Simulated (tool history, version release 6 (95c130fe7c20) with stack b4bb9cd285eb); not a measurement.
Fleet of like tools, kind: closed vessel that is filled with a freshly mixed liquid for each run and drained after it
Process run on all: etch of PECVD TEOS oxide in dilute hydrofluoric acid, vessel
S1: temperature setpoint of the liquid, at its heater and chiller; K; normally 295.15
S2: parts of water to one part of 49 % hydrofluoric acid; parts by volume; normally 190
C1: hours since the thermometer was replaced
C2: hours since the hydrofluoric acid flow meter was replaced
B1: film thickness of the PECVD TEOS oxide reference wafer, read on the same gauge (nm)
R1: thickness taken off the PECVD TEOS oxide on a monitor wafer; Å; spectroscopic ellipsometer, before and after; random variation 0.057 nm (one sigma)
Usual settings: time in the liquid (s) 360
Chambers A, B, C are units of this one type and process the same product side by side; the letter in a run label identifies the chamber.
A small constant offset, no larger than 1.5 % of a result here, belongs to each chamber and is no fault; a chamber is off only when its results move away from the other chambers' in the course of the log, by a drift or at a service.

run 1A hour=8.1 | S1=295.15 S2=190 time_in_the_liquid_(s)=360 | C1=1380.2 C2=638.5 | B1=39.99 | R1=137.07
run 2C hour=12.7 | S1=295.15 S2=190 time_in_the_liquid_(s)=360 | C1=1462.2 C2=121.3 | B1=39.971 | R1=135.78
run 3B hour=17.6 | S1=295.15 S2=190 time_in_the_liquid_(s)=360 | C1=859.1 C2=597.2 | B1=40.013 | R1=136.79
run 4B hour=24.9 | S1=295.15 S2=190 time_in_the_liquid_(s)=360 | C1=866.4 C2=604.5 | B1=39.973 | R1=135.75
run 5C hour=32.3 | S1=295.15 S2=190 time_in_the_liquid_(s)=360 | C1=1481.8 C2=140.9 | B1=40.002 | R1=135.72
run 6A hour=39.8 | S1=295.15 S2=190 time_in_the_liquid_(s)=360 | C1=1411.9 C2=670.2 | B1=40.01 | R1=137.15
run 7A hour=48.4 | S1=295.15 S2=190 time_in_the_liquid_(s)=360 | C1=1420.5 C2=678.8 | B1=39.986 | R1=136.59
run 8C hour=53 | S1=295.15 S2=190 time_in_the_liquid_(s)=360 | C1=1502.5 C2=161.6 | B1=39.992 | R1=135.34
run 9B hour=61.1 | S1=295.15 S2=190 time_in_the_liquid_(s)=360 | C1=902.6 C2=640.7 | B1=39.993 | R1=135.86
run 10B hour=67.1 | S1=295.15 S2=190 time_in_the_liquid_(s)=360 | C1=908.6 C2=646.7 | B1=40.004 | R1=135.72
run 11C hour=73.6 | S1=295.15 S2=190 time_in_the_liquid_(s)=360 | C1=1523.1 C2=182.2 | B1=39.991 | R1=135.06
run 12A hour=80 | S1=295.15 S2=190 time_in_the_liquid_(s)=360 | C1=1452.1 C2=710.4 | B1=40.021 | R1=136.87
run 13A hour=84.8 | S1=295.15 S2=190 time_in_the_liquid_(s)=360 | C1=1456.9 C2=715.2 | B1=39.995 | R1=136.85
run 14B hour=89.3 | S1=295.15 S2=120 time_in_the_liquid_(s)=360 | C1=930.8 C2=668.9 | B1=40.002 | R1=232.64
run 15C hour=95.1 | S1=295.15 S2=120 time_in_the_liquid_(s)=360 | C1=1544.6 C2=203.7 | B1=40.008 | R1=230.22
run 16A hour=103.7 | S1=295.15 S2=120 time_in_the_liquid_(s)=360 | C1=1475.8 C2=734.1 | B1=40.004 | R1=232.26
run 17C hour=108.2 | S1=295.15 S2=190 time_in_the_liquid_(s)=360 | C1=1557.7 C2=216.8 | B1=40.027 | R1=135.76
run 18B hour=113.8 | S1=295.15 S2=190 time_in_the_liquid_(s)=360 | C1=955.3 C2=693.4 | B1=40.001 | R1=135.72
run 19A hour=119.3 | S1=295.15 S2=190 time_in_the_liquid_(s)=360 | C1=1491.4 C2=749.7 | B1=40.011 | R1=137.71
run 20B hour=125.1 | S1=295.15 S2=190 time_in_the_liquid_(s)=360 | C1=966.6 C2=704.7 | B1=39.982 | R1=135.26
run 21C hour=132.7 | S1=295.15 S2=265 time_in_the_liquid_(s)=360 | C1=1582.2 C2=241.3 | B1=40.005 | R1=90.846
run 22B hour=140.9 | S1=295.15 S2=265 time_in_the_liquid_(s)=360 | C1=982.4 C2=720.5 | B1=40 | R1=90.45
run 23C hour=149.3 | S1=295.15 S2=265 time_in_the_liquid_(s)=360 | C1=1598.8 C2=257.9 | B1=39.991 | R1=90.995
run 24A hour=153.7 | S1=295.15 S2=190 time_in_the_liquid_(s)=360 | C1=1525.8 C2=784.1 | B1=40.007 | R1=139.18
run 25A hour=161.4 | S1=295.15 S2=190 time_in_the_liquid_(s)=360 | C1=1533.5 C2=791.8 | B1=40.02 | R1=139.61
run 26B hour=168 | S1=295.15 S2=190 time_in_the_liquid_(s)=360 | C1=1009.5 C2=747.6 | B1=39.999 | R1=136.15
run 27C hour=173.7 | S1=295.15 S2=190 time_in_the_liquid_(s)=360 | C1=1623.2 C2=282.3 | B1=39.996 | R1=135.93
run 28B hour=179.1 | S1=295.15 S2=190 time_in_the_liquid_(s)=360 | C1=1020.6 C2=758.7 | B1=40.015 | R1=136.5
run 29C hour=183.6 | S1=295.15 S2=190 time_in_the_liquid_(s)=360 | C1=1633.1 C2=292.2 | B1=40.015 | R1=136
run 30A hour=189.4 | S1=295.15 S2=190 time_in_the_liquid_(s)=360 | C1=1561.5 C2=819.8 | B1=40.012 | R1=138.88
run 31C hour=197.9 | S1=295.15 S2=190 time_in_the_liquid_(s)=360 | C1=1647.4 C2=306.5 | B1=39.985 | R1=136.03
run 32A hour=205.4 | S1=295.15 S2=190 time_in_the_liquid_(s)=360 | C1=1577.5 C2=835.8 | B1=40.003 | R1=140.21
run 33B hour=209.8 | S1=295.15 S2=190 time_in_the_liquid_(s)=360 | C1=1051.3 C2=789.4 | B1=40.012 | R1=137.24
run 34A hour=214.5 | S1=295.15 S2=190 time_in_the_liquid_(s)=360 | C1=1586.6 C2=844.9 | B1=40.017 | R1=139.69
run 35B hour=221.1 | S1=295.15 S2=190 time_in_the_liquid_(s)=360 | C1=1062.6 C2=800.7 | B1=40.025 | R1=136.65
run 36C hour=226.6 | S1=295.15 S2=190 time_in_the_liquid_(s)=360 | C1=1676.1 C2=335.2 | B1=40.005 | R1=135.33
run 37C hour=234.2 | S1=295.15 S2=190 time_in_the_liquid_(s)=360 | C1=1683.7 C2=342.8 | B1=39.992 | R1=136.09
run 38B hour=239.4 | S1=295.15 S2=190 time_in_the_liquid_(s)=360 | C1=1080.9 C2=819 | B1=39.993 | R1=136.13
run 39A hour=244.7 | S1=295.15 S2=135 time_in_the_liquid_(s)=270 | C1=1616.8 C2=875.1 | B1=39.998 | R1=157.29
run 40B hour=250.2 | S1=295.15 S2=135 time_in_the_liquid_(s)=270 | C1=1091.7 C2=829.8 | B1=40.015 | R1=151.61

Read the log: is a single chamber off, either drifting away or since a service, is the gauge that measures every chamber drifting, or is nothing wrong beyond small per-chamber offsets? Name any odd chamber and what most likely caused it.

Little by little, chamber A moves away from the other chambers.
Most likely cause: liquid hotter than its thermometer reads (K) = 0.896.
The log might look much the same if the cause were instead: hydrofluoric acid flow above the setpoint (%).

Here are 4 candidates for chamber A's next run, each the usual settings with a change, their results left as question marks. Which one brings its results back in line with what the others give on the usual settings?
Counts as in line when no further than this from what the other chambers average on the usual settings: R1 2 Å
run 41A-1 hour=256.4 | S1=295.65 S2=190 time_in_the_liquid_(s)=360 | R1=?
run 41A-2 hour=256.4 | S1=295.15 S2=190 time_in_the_liquid_(s)=355 | R1=?
run 41A-3 hour=256.4 | S1=294.15 S2=190 time_in_the_liquid_(s)=360 | R1=?
run 41A-4 hour=256.4 | S1=295.15 S2=185 time_in_the_liquid_(s)=365 | R1=?

On the usual settings, the other chambers give on average: R1 136.07 Å
run=41A-1 R1=144.29
run=41A-2 R1=139.64
run=41A-3 R1=136.3
run=41A-4 R1=148.17
It is 41A-3 that realigns the chamber with its peers.

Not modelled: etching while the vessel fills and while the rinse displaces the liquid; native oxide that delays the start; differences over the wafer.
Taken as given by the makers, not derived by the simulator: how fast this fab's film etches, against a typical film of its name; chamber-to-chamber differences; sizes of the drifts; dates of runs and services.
